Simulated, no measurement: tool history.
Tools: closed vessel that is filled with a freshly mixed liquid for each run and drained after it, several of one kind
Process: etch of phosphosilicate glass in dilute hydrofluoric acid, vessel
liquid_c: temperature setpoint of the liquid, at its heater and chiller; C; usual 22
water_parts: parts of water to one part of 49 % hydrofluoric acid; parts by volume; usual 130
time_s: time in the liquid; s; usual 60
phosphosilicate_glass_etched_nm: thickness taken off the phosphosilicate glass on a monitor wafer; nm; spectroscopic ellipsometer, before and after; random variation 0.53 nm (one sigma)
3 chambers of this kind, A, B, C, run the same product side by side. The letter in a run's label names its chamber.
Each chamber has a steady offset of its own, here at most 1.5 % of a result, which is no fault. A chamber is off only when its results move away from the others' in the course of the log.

run,day,liquid_c,water_parts,time_s,"read-back film thickness of the phosphosilicate glass reference wafer, read on the same gauge (nm)",phosphosilicate_glass_etched_nm
# day 0.079: chamber C: hydrofluoric acid flow meter replaced
1C,0.442,22,130,60,130.00,71.294
2B,0.821,22,130,60,130.00,71.318
3A,1.283,22,130,60,130.01,72.817
4B,1.650,22,130,60,129.99,71.803
5C,2.250,22,130,60,130.01,72.449
6A,2.700,22,130,60,129.98,72.619
7C,3.250,22,130,60,129.98,73.415
8A,3.796,22,130,60,130.03,71.701
9B,4.083,22,130,60,130.00,71.107
10C,4.454,22,130,60,129.99,71.815
11A,4.738,22,130,85,130.03,103.270
12B,5.196,22,130,85,129.99,100.240
13A,5.504,22,130,85,130.01,103.000
14C,5.812,22,130,60,130.01,72.937
15B,6.092,22,130,60,130.00,71.374
16A,6.488,22,130,60,129.98,72.058
17B,6.779,22,130,60,130.00,70.234
18C,7.138,22,130,60,130.02,72.522
19B,7.575,22,130,60,130.00,70.770
20C,7.838,22,130,60,130.02,72.658
21A,8.362,22,130,60,130.00,72.664
# day 8.554: chamber B: thermometer replaced
22A,8.862,22,100,95,129.97,156.420
23C,9.300,22,100,95,130.00,154.290
24B,9.804,22,100,95,130.00,149.930
25A,10.250,22,130,60,130.01,72.515
26C,10.521,22,130,60,130.01,73.554
27B,10.962,22,130,60,129.98,70.160
28C,11.542,26,170,60,129.99,62.929
29A,12.054,26,170,60,130.02,61.200
30B,12.567,26,170,60,129.97,59.190
31A,13.004,22,130,60,130.02,73.357
32C,13.579,22,130,60,129.99,73.067
33B,13.946,22,90,90,129.99,158.330
34A,14.471,22,90,90,129.99,165.040
35C,14.850,22,90,90,129.98,163.240
36B,15.117,22,130,60,130.00,68.155
37A,15.658,22,130,60,130.00,72.367
38C,15.933,22,130,60,130.01,72.018
39B,16.346,22,130,60,130.02,67.969
40C,16.646,20,130,35,130.00,38.884
41B,16.925,20,130,35,130.02,37.035
42A,17.375,20,130,35,130.02,38.516
43C,17.817,22,130,60,129.99,72.505

What goes on in this fleet: one chamber off, a drifting gauge, or nothing beyond the chambers' own small offsets? Name the chamber and the cause, if any.

Chamber B drifts away from the others.
Cause: hydrofluoric acid flow below the setpoint (%) = 4.34.

Here are 4 candidates for chamber B's next run, each the usual settings with a change, their results left as question marks. Which one brings its results back in line with what the others give on the usual settings?
In line means no further than this from the other chambers' mean on the usual settings: phosphosilicate_glass_etched_nm 1.900 nm
44B-1,18.254,19.0,130,60,,?
44B-2,18.254,23.5,130,60,,?
44B-3,18.254,22.5,120,60,,?
44B-4,18.254,20.5,130,60,,?

The other chambers' mean on the usual settings: phosphosilicate_glass_etched_nm 72.420 nm
run,phosphosilicate_glass_etched_nm
44B-1,60.304
44B-2,71.886
44B-3,75.851
44B-4,63.978
44B-2 brings the chamber back in line.
